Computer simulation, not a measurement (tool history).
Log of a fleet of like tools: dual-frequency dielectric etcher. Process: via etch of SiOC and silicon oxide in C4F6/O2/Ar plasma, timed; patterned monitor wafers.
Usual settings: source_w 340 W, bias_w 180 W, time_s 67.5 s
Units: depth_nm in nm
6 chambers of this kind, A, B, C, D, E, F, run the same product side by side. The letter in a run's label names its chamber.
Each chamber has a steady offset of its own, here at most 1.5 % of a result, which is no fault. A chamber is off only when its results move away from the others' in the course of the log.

run    day  source_w  bias_w  time_s  hours since the last wet clean  hours since the last source power generator calibration  hours since the last bias power generator calibration  read-back reference wafer on the same gauge, depth_nm  depth_nm
 1B  0.117       340     180    67.5                           227.1                                                   1989.3                                                 3108.6                                                 77.337    70.657
 2C  0.304       340     180    67.5                           151.8                                                    708.6                                                  496.4                                                 77.165    70.510
 3E  0.500       340     180    67.5                           390.1                                                   4546.4                                                 1658.3                                                 77.189    73.336
 4D  0.692       340     180    67.5                           242.6                                                   2357.7                                                 1284.6                                                 77.208    71.678
     0.804  -- chamber E: wet clean of the chamber
 5A  0.879       340     180    67.5                           118.2                                                   1529.3                                                 1179.3                                                 77.301    72.054
 6F  1.062       340     180    67.5                           296.6                                                     54.2                                                 1418.6                                                 77.247    71.441
 7F  1.229       340     180    67.5                           300.6                                                     58.2                                                 1422.6                                                 77.044    71.958
 8E  1.317       340     180    67.5                            12.4                                                   4566.0                                                 1677.9                                                 77.234    72.239
 9A  1.433       340     180    67.5                           131.5                                                   1542.6                                                 1192.6                                                 77.202    71.321
10B  1.633       340     180    67.5                           263.5                                                   2025.7                                                 3145.0                                                 77.272    71.116
11C  1.800       340     180    67.5                           187.7                                                    744.5                                                  532.3                                                 77.063    70.463
12D  1.892       340     180    67.5                           271.4                                                   2386.5                                                 1313.4                                                 77.195    71.509
13A  2.038       340     180    67.5                           146.0                                                   1557.1                                                 1207.1                                                 77.249    72.147
14E  2.221       340     180    67.5                            34.1                                                   4587.7                                                 1699.6                                                 77.247    71.873
15D  2.342       340     180    67.5                           282.2                                                   2397.3                                                 1324.2                                                 77.125    72.273
16F  2.521       340     180    67.5                           331.6                                                     89.2                                                 1453.6                                                 77.268    70.671
17C  2.683       340     180    67.5                           208.9                                                    765.7                                                  553.5                                                 77.248    71.449
18B  2.888       340     180    67.5                           293.6                                                   2055.8                                                 3175.1                                                 77.153    70.735
19D  3.042       340     180    67.5                           299.0                                                   2414.1                                                 1341.0                                                 77.116    71.540
20B  3.200       340     180    67.5                           301.1                                                   2063.3                                                 3182.6                                                 77.031    70.764
21F  3.362       340     180    67.5                           351.8                                                    109.4                                                 1473.8                                                 77.053    71.397
22C  3.462       340     180    67.5                           227.6                                                    784.4                                                  572.2                                                 77.142    70.773
23A  3.617       340     180    67.5                           183.9                                                   1595.0                                                 1245.0                                                 77.279    71.699
24E  3.704       340     180    67.5                            69.7                                                   4623.3                                                 1735.2                                                 77.192    72.330
25D  3.871       340     180    67.5                           318.9                                                   2434.0                                                 1360.9                                                 77.142    72.112
26A  4.029       340     180    67.5                           193.8                                                   1604.9                                                 1254.9                                                 77.193    71.346
27B  4.146       340     180    67.5                           323.8                                                   2086.0                                                 3205.3                                                 77.296    71.241
28F  4.312       340     180    67.5                           374.6                                                    132.2                                                 1496.6                                                 77.154    71.531
29C  4.442       340     180    67.5                           251.1                                                    807.9                                                  595.7                                                 77.252    71.665
30E  4.600       340     180    67.5                            91.2                                                   4644.8                                                 1756.7                                                 77.207    72.158
31B  4.725       340     180    67.5                           337.7                                                   2099.9                                                 3219.2                                                 77.115    70.850
     4.808  -- chamber D: source power generator calibrated
32E  4.929       340     180    67.5                            99.1                                                   4652.7                                                 1764.6                                                 77.244    73.278
     4.979  -- chamber B: wet clean of the chamber
33A  5.104       340     180    67.5                           219.6                                                   1630.7                                                 1280.7                                                 77.027    70.810
34D  5.296       340     180    67.5                           353.1                                                     11.7                                                 1395.1                                                 77.227    71.008
35C  5.475       260     154    67.5                           275.9                                                    832.7                                                  620.5                                                 77.173    60.607
36F  5.579       260     154    67.5                           405.0                                                    162.6                                                 1527.0                                                 77.012    61.622
37C  5.696       260     154    67.5                           281.2                                                    838.0                                                  625.8                                                 77.107    60.427
38F  5.896       260     154    67.5                           412.6                                                    170.2                                                 1534.6                                                 77.231    61.077
39B  5.983       260     154    67.5                            24.1                                                   2130.1                                                 3249.4                                                 77.233    61.051
40D  6.079       260     154    67.5                           371.9                                                     30.5                                                 1413.9                                                 77.124    61.377
41E  6.233       340     145    55.0                           130.4                                                   4684.0                                                 1795.9                                                 77.212    56.221

All 6 chambers run these settings next. Forecast each chamber's results:
42A  6.383       340     180    80.5                                                                                                                                                                                                                ?
42B  6.383       340     180    80.5                                                                                                                                                                                                                ?
42C  6.383       340     180    80.5                                                                                                                                                                                                                ?
42D  6.383       340     180    80.5                                                                                                                                                                                                                ?
42E  6.383       340     180    80.5                                                                                                                                                                                                                ?
42F  6.383       340     180    80.5                                                                                                                                                                                                                ?

run  depth_nm
42A    85.496
42B    84.858
42C    84.036
42D    85.699
42E    86.824
42F    85.356
